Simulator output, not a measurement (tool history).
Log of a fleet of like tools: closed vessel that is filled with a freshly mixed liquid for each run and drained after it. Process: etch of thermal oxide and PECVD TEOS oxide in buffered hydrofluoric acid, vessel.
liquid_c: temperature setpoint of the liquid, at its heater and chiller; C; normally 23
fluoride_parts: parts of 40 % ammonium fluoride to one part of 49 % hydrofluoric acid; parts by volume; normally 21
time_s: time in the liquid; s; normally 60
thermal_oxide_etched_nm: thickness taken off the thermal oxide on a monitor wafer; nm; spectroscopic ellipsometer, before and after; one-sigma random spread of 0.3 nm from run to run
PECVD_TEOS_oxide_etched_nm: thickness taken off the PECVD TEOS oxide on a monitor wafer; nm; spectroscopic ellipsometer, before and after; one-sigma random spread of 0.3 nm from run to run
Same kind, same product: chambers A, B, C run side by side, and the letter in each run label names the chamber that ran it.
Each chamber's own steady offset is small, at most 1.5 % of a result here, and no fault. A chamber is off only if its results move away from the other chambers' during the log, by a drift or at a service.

run   hour  liquid_c  fluoride_parts  time_s  read-back film thickness of the thermal oxide reference wafer, read on the same gauge (nm)  read-back film thickness of the PECVD TEOS oxide reference wafer, read on the same gauge (nm)  thermal_oxide_etched_nm  PECVD_TEOS_oxide_etched_nm
 1C      6        23              21      60                                                                                      79.963                                                                                         30.006                   30.506                      42.391
 2B   13.3        23              21      60                                                                                       80.03                                                                                         29.985                   30.862                      42.075
 3A   18.6        23              21      60                                                                                       80.04                                                                                         29.992                   30.851                      42.655
 4B   22.5        23              21      60                                                                                      79.983                                                                                          30.02                   30.498                      42.529
 5A   28.3        23              21      60                                                                                      79.972                                                                                         30.014                   31.045                      42.869
 6C   31.8        23              21      60                                                                                      79.923                                                                                         29.973                   30.539                      42.254
 7C   35.3        23              21      60                                                                                      79.978                                                                                         29.994                   30.923                      42.709
 8A   41.1        23              21      60                                                                                      80.025                                                                                         29.994                   30.969                      42.866
 9B   46.7        23              21      60                                                                                      80.003                                                                                         29.991                   30.446                      42.497
10B   50.2        23              21      60                                                                                      80.032                                                                                         30.002                    30.14                      42.014
11C   56.7        23              21      60                                                                                      79.981                                                                                         30.009                   30.402                      42.874
12A   60.1        23              21      60                                                                                      80.029                                                                                         29.984                    31.19                      42.525
13A   67.7        23              17      45                                                                                       80.04                                                                                         29.967                   28.255                       39.06
14C   75.5        23              17      45                                                                                      79.962                                                                                         29.987                   28.118                      38.826
15B   80.6        23              17      45                                                                                      79.944                                                                                         29.964                   27.951                      38.389
16B   86.8        23              21      60                                                                                      80.058                                                                                         30.014                   30.526                      42.507
17C   92.7        23              21      60                                                                                       79.99                                                                                         29.998                   30.874                       43.23
18A   99.2        23              21      60                                                                                      79.942                                                                                         29.983                   30.882                      42.456
19B  104.6        23              21      60                                                                                      79.999                                                                                         30.007                   30.562                      42.918
20A  108.1        23              21      60                                                                                      79.984                                                                                         29.999                   31.156                      42.491
21C  115.8        23              21      60                                                                                      80.034                                                                                         30.016                   30.446                      42.979
22B  121.9        23              21      60                                                                                      80.033                                                                                         30.002                   30.462                       42.42
23C  125.6        23              21      45                                                                                      80.022                                                                                         30.019                    22.81                      32.443
24A  130.8        23              21      45                                                                                      80.045                                                                                         30.033                   23.389                      31.579
     131.2  -- chamber B: hydrofluoric acid flow meter replaced
25B  136.3        23              21      45                                                                                      80.019                                                                                         30.038                   23.224                      32.071
26A  142.1        23              21      60                                                                                      80.033                                                                                         29.993                   30.663                      42.131
27C  149.1        23              21      60                                                                                      79.988                                                                                         29.988                   30.298                      42.626
28B  152.8        23              21      60                                                                                          80                                                                                         29.997                   30.796                      42.994
29C  158.6        23              21      60                                                                                       79.99                                                                                         29.998                   30.359                      42.754
30A    164        23              21      60                                                                                       80.02                                                                                         29.983                   30.731                       42.96
31B  167.7        23              21      60                                                                                      80.027                                                                                          29.98                   30.719                      42.593
32C  175.2        23              21      80                                                                                      79.998                                                                                         30.022                   39.725                      56.353
33A  181.3        23              21      80                                                                                      80.007                                                                                         29.983                   41.364                      56.507
34A    185        23              21      80                                                                                      79.965                                                                                         29.978                   41.374                      57.111
35C  191.9      19.5            28.5      60                                                                                      79.998                                                                                         30.008                   20.527                      28.349
36B  197.7      19.5            28.5      60                                                                                      80.017                                                                                         29.999                   20.317                      28.061
37B    205      19.5            28.5      60                                                                                      79.988                                                                                         29.987                   20.412                      27.818
38A  208.4        23              21      60                                                                                      80.033                                                                                         30.002                   31.372                      42.904
39C  213.6        23              21      60                                                                                      80.049                                                                                         30.022                   30.684                      42.609
40A  220.3        23              21      60                                                                                      79.995                                                                                         30.006                   30.991                      42.247
41B  226.5        23              21      60                                                                                      80.011                                                                                         29.984                   30.965                      43.154
     231.2  -- chamber C: hydrofluoric acid flow meter replaced
42C  233.4        23              17      35                                                                                      79.982                                                                                         30.002                   21.428                      29.869
43B  237.9        23              17      35                                                                                      80.014                                                                                         30.025                   21.729                      30.449

What goes on in this fleet: one chamber off, a drifting gauge, or nothing beyond the chambers' own small offsets? Name the chamber and the cause, if any.

No chamber is off and the gauge is stable; the differences are just each chamber's small, constant offset.
